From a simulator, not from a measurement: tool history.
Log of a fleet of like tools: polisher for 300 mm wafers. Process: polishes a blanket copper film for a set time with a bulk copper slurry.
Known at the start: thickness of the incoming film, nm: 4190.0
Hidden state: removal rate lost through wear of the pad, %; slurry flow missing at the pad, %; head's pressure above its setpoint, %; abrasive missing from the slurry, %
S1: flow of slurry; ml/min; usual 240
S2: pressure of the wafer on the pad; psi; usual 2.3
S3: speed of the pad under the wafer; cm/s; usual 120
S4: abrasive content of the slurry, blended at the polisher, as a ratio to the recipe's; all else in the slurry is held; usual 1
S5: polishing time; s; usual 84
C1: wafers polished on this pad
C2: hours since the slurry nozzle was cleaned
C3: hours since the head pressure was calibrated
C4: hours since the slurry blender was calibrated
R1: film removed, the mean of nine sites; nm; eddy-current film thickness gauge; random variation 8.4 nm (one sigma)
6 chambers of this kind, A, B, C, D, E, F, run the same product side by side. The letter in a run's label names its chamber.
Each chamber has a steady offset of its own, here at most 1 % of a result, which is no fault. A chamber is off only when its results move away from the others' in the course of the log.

{"hour": 2.3, "done": "chamber B: worn pad replaced by a new one"}
{"run": "1D", "hour": 5.1, "S1": 240, "S2": 2.3, "S3": 120, "S4": 1, "S5": 84, "C1": 575, "C2": 290, "C3": 653.5, "C4": 137.3, "R1": 876.45}
{"run": "2C", "hour": 10.5, "S1": 240, "S2": 2.3, "S3": 120, "S4": 1, "S5": 84, "C1": 777, "C2": 94.8, "C3": 363.4, "C4": 178.4, "R1": 888.85}
{"run": "3F", "hour": 13.1, "S1": 240, "S2": 2.3, "S3": 120, "S4": 1, "S5": 84, "C1": 562, "C2": 190.4, "C3": 309.6, "C4": 62.1, "R1": 903.8}
{"run": "4E", "hour": 18.2, "S1": 240, "S2": 2.3, "S3": 120, "S4": 1, "S5": 84, "C1": 451, "C2": 147, "C3": 130.8, "C4": 101.2, "R1": 886.08}
{"run": "5B", "hour": 23.8, "S1": 240, "S2": 2.3, "S3": 120, "S4": 1, "S5": 84, "C1": 135, "C2": 25.8, "C3": 269.9, "C4": 106.7, "R1": 895.56}
{"hour": 26.5, "done": "chamber C: slurry blender recalibrated"}
{"run": "6A", "hour": 27.6, "S1": 240, "S2": 2.3, "S3": 120, "S4": 1, "S5": 84, "C1": 964, "C2": 380.3, "C3": 616, "C4": 47, "R1": 888.35}
{"run": "7B", "hour": 32.0, "S1": 240, "S2": 2.3, "S3": 140, "S4": 1, "S5": 84, "C1": 187, "C2": 34, "C3": 278.1, "C4": 114.9, "R1": 1060.4}
{"hour": 34.2, "done": "chamber E: worn pad replaced by a new one"}
{"run": "8D", "hour": 37.2, "S1": 240, "S2": 2.3, "S3": 140, "S4": 1, "S5": 84, "C1": 776, "C2": 322.1, "C3": 685.6, "C4": 169.4, "R1": 1048.7}
{"hour": 37.9, "done": "chamber E: slurry blender recalibrated"}
{"run": "9E", "hour": 41.0, "S1": 240, "S2": 2.3, "S3": 140, "S4": 1, "S5": 84, "C1": 43, "C2": 169.8, "C3": 153.6, "C4": 3.2, "R1": 1059.1}
{"run": "10C", "hour": 44.9, "S1": 240, "S2": 2.3, "S3": 140, "S4": 1, "S5": 84, "C1": 993, "C2": 129.2, "C3": 397.8, "C4": 18.4, "R1": 1043.1}
{"run": "11A", "hour": 48.6, "S1": 240, "S2": 2.3, "S3": 140, "S4": 1, "S5": 84, "C1": 1096, "C2": 401.3, "C3": 637, "C4": 68, "R1": 1035.4}
{"run": "12F", "hour": 52.6, "S1": 240, "S2": 2.3, "S3": 140, "S4": 1, "S5": 84, "C1": 811, "C2": 229.9, "C3": 349.1, "C4": 101.6, "R1": 1022.6}
{"hour": 55.8, "done": "chamber F: worn pad replaced by a new one"}
{"run": "13A", "hour": 58.0, "S1": 240, "S2": 2.3, "S3": 120, "S4": 1, "S5": 84, "C1": 1155, "C2": 410.7, "C3": 646.4, "C4": 77.4, "R1": 890.36}
{"run": "14C", "hour": 60.8, "S1": 240, "S2": 2.3, "S3": 120, "S4": 1, "S5": 84, "C1": 1093, "C2": 145.1, "C3": 413.7, "C4": 34.3, "R1": 890.52}
{"run": "15B", "hour": 64.3, "S1": 240, "S2": 2.3, "S3": 120, "S4": 1, "S5": 84, "C1": 390, "C2": 66.3, "C3": 310.4, "C4": 147.2, "R1": 906.48}
{"hour": 64.4, "done": "chamber C: worn pad replaced by a new one"}
{"hour": 64.6, "done": "chamber A: worn pad replaced by a new one"}
{"run": "16D", "hour": 69.9, "S1": 240, "S2": 2.3, "S3": 120, "S4": 1, "S5": 84, "C1": 982, "C2": 354.8, "C3": 718.3, "C4": 202.1, "R1": 897.76}
{"hour": 72.8, "done": "chamber F: slurry blender recalibrated"}
{"run": "17E", "hour": 73.6, "S1": 240, "S2": 2.3, "S3": 120, "S4": 1, "S5": 84, "C1": 248, "C2": 202.4, "C3": 186.2, "C4": 35.8, "R1": 899.82}
{"run": "18F", "hour": 76.7, "S1": 240, "S2": 2.3, "S3": 120, "S4": 1, "S5": 84, "C1": 131, "C2": 254, "C3": 373.2, "C4": 3.9, "R1": 892.68}
{"run": "19C", "hour": 79.6, "S1": 240, "S2": 2.3, "S3": 120, "S4": 1, "S5": 61, "C1": 95, "C2": 163.9, "C3": 432.5, "C4": 53.1, "R1": 647.94}
{"run": "20B", "hour": 85.3, "S1": 240, "S2": 2.3, "S3": 120, "S4": 1, "S5": 61, "C1": 522, "C2": 87.3, "C3": 331.4, "C4": 168.2, "R1": 660.87}
{"hour": 87.2, "done": "chamber F: head pressure recalibrated"}
{"run": "21F", "hour": 88.7, "S1": 240, "S2": 2.3, "S3": 120, "S4": 1, "S5": 61, "C1": 206, "C2": 266, "C3": 1.5, "C4": 15.9, "R1": 644.3}
{"run": "22D", "hour": 92.7, "S1": 240, "S2": 2.3, "S3": 120, "S4": 1, "S5": 61, "C1": 1125, "C2": 377.6, "C3": 741.1, "C4": 224.9, "R1": 643.77}
{"run": "23E", "hour": 98.1, "S1": 240, "S2": 2.3, "S3": 120, "S4": 1, "S5": 61, "C1": 402, "C2": 226.9, "C3": 210.7, "C4": 60.3, "R1": 639.72}
{"run": "24A", "hour": 103.8, "S1": 240, "S2": 2.3, "S3": 120, "S4": 1, "S5": 61, "C1": 246, "C2": 456.5, "C3": 692.2, "C4": 123.2, "R1": 663.62}
{"run": "25C", "hour": 107.6, "S1": 240, "S2": 2.3, "S3": 120, "S4": 1, "S5": 84, "C1": 271, "C2": 191.9, "C3": 460.5, "C4": 81.1, "R1": 889.18}
{"run": "26B", "hour": 111.1, "S1": 240, "S2": 2.3, "S3": 120, "S4": 1, "S5": 84, "C1": 684, "C2": 113.1, "C3": 357.2, "C4": 194, "R1": 897.77}
{"hour": 112.9, "done": "chamber D: head pressure recalibrated"}
{"hour": 113.9, "done": "chamber E: worn pad replaced by a new one"}
{"run": "27D", "hour": 114.0, "S1": 240, "S2": 2.3, "S3": 120, "S4": 1, "S5": 84, "C1": 1259, "C2": 398.9, "C3": 1.1, "C4": 246.2, "R1": 878.77}
{"run": "28E", "hour": 117.7, "S1": 240, "S2": 2.3, "S3": 120, "S4": 1, "S5": 84, "C1": 23, "C2": 246.5, "C3": 230.3, "C4": 79.9, "R1": 887.66}
{"run": "29A", "hour": 120.9, "S1": 240, "S2": 2.3, "S3": 120, "S4": 1, "S5": 84, "C1": 354, "C2": 473.6, "C3": 709.3, "C4": 140.3, "R1": 925.17}
{"hour": 121.9, "done": "chamber B: worn pad replaced by a new one"}
{"run": "30F", "hour": 125.4, "S1": 240, "S2": 2.3, "S3": 120, "S4": 1, "S5": 84, "C1": 437, "C2": 302.7, "C3": 38.2, "C4": 52.6, "R1": 905.64}
{"run": "31F", "hour": 128.2, "S1": 240, "S2": 2.3, "S3": 120, "S4": 1, "S5": 84, "C1": 455, "C2": 305.5, "C3": 41, "C4": 55.4, "R1": 912.57}
{"run": "32E", "hour": 130.8, "S1": 240, "S2": 2.3, "S3": 120, "S4": 1, "S5": 84, "C1": 106, "C2": 259.6, "C3": 243.4, "C4": 93, "R1": 898.03}
{"run": "33C", "hour": 136.7, "S1": 210, "S2": 2.3, "S3": 120, "S4": 1, "S5": 84, "C1": 454, "C2": 221, "C3": 489.6, "C4": 110.2, "R1": 888.51}
{"run": "34A", "hour": 140.1, "S1": 210, "S2": 2.3, "S3": 120, "S4": 1, "S5": 84, "C1": 474, "C2": 492.8, "C3": 728.5, "C4": 159.5, "R1": 908.7}
{"run": "35B", "hour": 145.0, "S1": 210, "S2": 2.3, "S3": 120, "S4": 1, "S5": 84, "C1": 145, "C2": 147, "C3": 391.1, "C4": 227.9, "R1": 886.52}
{"hour": 146.8, "done": "chamber C: slurry nozzle cleaned"}
{"run": "36D", "hour": 149.4, "S1": 210, "S2": 2.3, "S3": 120, "S4": 1, "S5": 84, "C1": 1481, "C2": 434.3, "C3": 36.5, "C4": 281.6, "R1": 866.63}
{"hour": 149.9, "done": "chamber E: slurry blender recalibrated"}
{"run": "37C", "hour": 152.1, "S1": 210, "S2": 2.3, "S3": 120, "S4": 1, "S5": 84, "C1": 551, "C2": 5.4, "C3": 505, "C4": 125.6, "R1": 874.44}
{"run": "38E", "hour": 157.8, "S1": 210, "S2": 2.3, "S3": 120, "S4": 1, "S5": 84, "C1": 275, "C2": 286.6, "C3": 270.4, "C4": 8, "R1": 880.89}
{"run": "39D", "hour": 162.7, "S1": 240, "S2": 2.3, "S3": 120, "S4": 1, "S5": 84, "C1": 1565, "C2": 447.6, "C3": 49.8, "C4": 294.9, "R1": 908.53}
{"run": "40B", "hour": 166.2, "S1": 240, "S2": 2.3, "S3": 120, "S4": 1, "S5": 84, "C1": 278, "C2": 168.2, "C3": 412.3, "C4": 249.1, "R1": 895.42}
{"run": "41A", "hour": 169.0, "S1": 240, "S2": 2.3, "S3": 120, "S4": 1, "S5": 84, "C1": 656, "C2": 521.7, "C3": 757.4, "C4": 188.4, "R1": 955.19}
{"run": "42F", "hour": 174.4, "S1": 240, "S2": 2.3, "S3": 120, "S4": 1, "S5": 84, "C1": 745, "C2": 351.7, "C3": 87.2, "C4": 101.6, "R1": 904.22}

All 6 chambers run these settings next. Forecast each chamber's results:
{"run": "43A", "hour": 178.6, "S1": 240, "S2": 2.3, "S3": 120, "S4": 1, "S5": 66, "R1": "?"}
{"run": "43B", "hour": 178.6, "S1": 240, "S2": 2.3, "S3": 120, "S4": 1, "S5": 66, "R1": "?"}
{"run": "43C", "hour": 178.6, "S1": 240, "S2": 2.3, "S3": 120, "S4": 1, "S5": 66, "R1": "?"}
{"run": "43D", "hour": 178.6, "S1": 240, "S2": 2.3, "S3": 120, "S4": 1, "S5": 66, "R1": "?"}
{"run": "43E", "hour": 178.6, "S1": 240, "S2": 2.3, "S3": 120, "S4": 1, "S5": 66, "R1": "?"}
{"run": "43F", "hour": 178.6, "S1": 240, "S2": 2.3, "S3": 120, "S4": 1, "S5": 66, "R1": "?"}

run=43A R1=742.56
run=43B R1=707.62
run=43C R1=698.51
run=43D R1=696.05
run=43E R1=708.01
run=43F R1=709.43
